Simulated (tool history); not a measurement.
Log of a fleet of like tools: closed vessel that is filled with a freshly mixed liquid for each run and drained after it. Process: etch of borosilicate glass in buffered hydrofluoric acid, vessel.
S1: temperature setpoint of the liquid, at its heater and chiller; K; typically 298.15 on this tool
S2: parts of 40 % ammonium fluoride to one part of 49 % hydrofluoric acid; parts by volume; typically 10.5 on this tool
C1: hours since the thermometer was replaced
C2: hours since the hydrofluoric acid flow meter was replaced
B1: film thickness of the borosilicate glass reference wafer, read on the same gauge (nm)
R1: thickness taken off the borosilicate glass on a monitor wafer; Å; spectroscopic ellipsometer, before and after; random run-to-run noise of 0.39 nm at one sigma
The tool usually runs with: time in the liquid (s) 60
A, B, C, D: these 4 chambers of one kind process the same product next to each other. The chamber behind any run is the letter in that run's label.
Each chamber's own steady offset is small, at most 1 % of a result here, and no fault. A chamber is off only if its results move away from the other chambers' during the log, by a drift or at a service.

run 1D hour=5.5 | S1=298.15 S2=10.5 time_in_the_liquid_(s)=60 | C1=1925.6 C2=678.4 | B1=69.991 | R1=759.68
run 2C hour=11.1 | S1=298.15 S2=10.5 time_in_the_liquid_(s)=60 | C1=1093.0 C2=339.2 | B1=70.018 | R1=749.42
run 3B hour=18.8 | S1=298.15 S2=10.5 time_in_the_liquid_(s)=60 | C1=1018.5 C2=560.8 | B1=70.000 | R1=747.55
run 4A hour=26.6 | S1=298.15 S2=10.5 time_in_the_liquid_(s)=60 | C1=207.2 C2=467.2 | B1=70.003 | R1=751.54
run 5A hour=31.4 | S1=298.15 S2=10.5 time_in_the_liquid_(s)=60 | C1=212.0 C2=472.0 | B1=70.021 | R1=747.29
run 6C hour=37.0 | S1=298.15 S2=10.5 time_in_the_liquid_(s)=60 | C1=1118.9 C2=365.1 | B1=70.005 | R1=752.23
run 7B hour=43.7 | S1=298.15 S2=10.5 time_in_the_liquid_(s)=60 | C1=1043.4 C2=585.7 | B1=69.998 | R1=749.95
run 8D hour=48.3 | S1=298.15 S2=10.5 time_in_the_liquid_(s)=60 | C1=1968.4 C2=721.2 | B1=69.978 | R1=755.26
run 9A hour=54.3 | S1=298.15 S2=10.5 time_in_the_liquid_(s)=60 | C1=234.9 C2=494.9 | B1=70.036 | R1=742.33
run 10B hour=58.9 | S1=298.15 S2=13.5 time_in_the_liquid_(s)=60 | C1=1058.6 C2=600.9 | B1=70.000 | R1=583.71
run 11D hour=64.1 | S1=298.15 S2=13.5 time_in_the_liquid_(s)=60 | C1=1984.2 C2=737.0 | B1=69.999 | R1=584.28
run 12C hour=71.1 | S1=298.15 S2=13.5 time_in_the_liquid_(s)=60 | C1=1153.0 C2=399.2 | B1=70.007 | R1=600.07
run 13A hour=79.2 | S1=298.15 S2=13.5 time_in_the_liquid_(s)=60 | C1=259.8 C2=519.8 | B1=70.049 | R1=586.51
run 14C hour=84.2 | S1=298.15 S2=10.5 time_in_the_liquid_(s)=60 | C1=1166.1 C2=412.3 | B1=70.011 | R1=772.88
run 15B hour=87.9 | S1=298.15 S2=10.5 time_in_the_liquid_(s)=60 | C1=1087.6 C2=629.9 | B1=70.013 | R1=749.65
run 16D hour=95.8 | S1=298.15 S2=10.5 time_in_the_liquid_(s)=60 | C1=2015.9 C2=768.7 | B1=70.031 | R1=763.09
run 17B hour=101.9 | S1=298.15 S2=10.5 time_in_the_liquid_(s)=60 | C1=1101.6 C2=643.9 | B1=70.016 | R1=752.17
run 18A hour=109.3 | S1=298.15 S2=10.5 time_in_the_liquid_(s)=60 | C1=289.9 C2=549.9 | B1=69.969 | R1=745.19
run 19C hour=113.7 | S1=298.15 S2=10.5 time_in_the_liquid_(s)=60 | C1=1195.6 C2=441.8 | B1=69.974 | R1=776.10
run 20D hour=121.3 | S1=298.15 S2=10.5 time_in_the_liquid_(s)=60 | C1=2041.4 C2=794.2 | B1=69.985 | R1=753.13
run 21C hour=125.1 | S1=298.15 S2=10.5 time_in_the_liquid_(s)=60 | C1=1207.0 C2=453.2 | B1=70.028 | R1=789.30
-- hour=127.2 chamber D: hydrofluoric acid flow meter replaced
run 22B hour=131.9 | S1=298.15 S2=10.5 time_in_the_liquid_(s)=60 | C1=1131.6 C2=673.9 | B1=70.000 | R1=751.78
run 23D hour=136.6 | S1=298.15 S2=10.5 time_in_the_liquid_(s)=60 | C1=2056.7 C2=9.5 | B1=70.012 | R1=749.46
run 24A hour=142.1 | S1=298.15 S2=10.5 time_in_the_liquid_(s)=60 | C1=322.7 C2=582.7 | B1=70.013 | R1=744.37
run 25B hour=150.2 | S1=298.15 S2=13.0 time_in_the_liquid_(s)=60 | C1=1149.9 C2=692.2 | B1=70.001 | R1=608.71
run 26D hour=153.9 | S1=298.15 S2=13.0 time_in_the_liquid_(s)=60 | C1=2074.0 C2=26.8 | B1=69.963 | R1=607.35
run 27C hour=159.4 | S1=298.15 S2=13.0 time_in_the_liquid_(s)=60 | C1=1241.3 C2=487.5 | B1=70.021 | R1=654.64
run 28A hour=165.8 | S1=298.15 S2=13.0 time_in_the_liquid_(s)=60 | C1=346.4 C2=606.4 | B1=69.996 | R1=605.28

All chambers now run identical settings, listed one chamber a line with results as question marks. What results will each chamber show?
run 29A hour=171.8 | S1=298.15 S2=10.5 time_in_the_liquid_(s)=60 | R1=?
run 29B hour=171.8 | S1=298.15 S2=10.5 time_in_the_liquid_(s)=60 | R1=?
run 29C hour=171.8 | S1=298.15 S2=10.5 time_in_the_liquid_(s)=60 | R1=?
run 29D hour=171.8 | S1=298.15 S2=10.5 time_in_the_liquid_(s)=60 | R1=?

run=29A R1=751.82
run=29B R1=743.46
run=29C R1=801.35
run=29D R1=753.89

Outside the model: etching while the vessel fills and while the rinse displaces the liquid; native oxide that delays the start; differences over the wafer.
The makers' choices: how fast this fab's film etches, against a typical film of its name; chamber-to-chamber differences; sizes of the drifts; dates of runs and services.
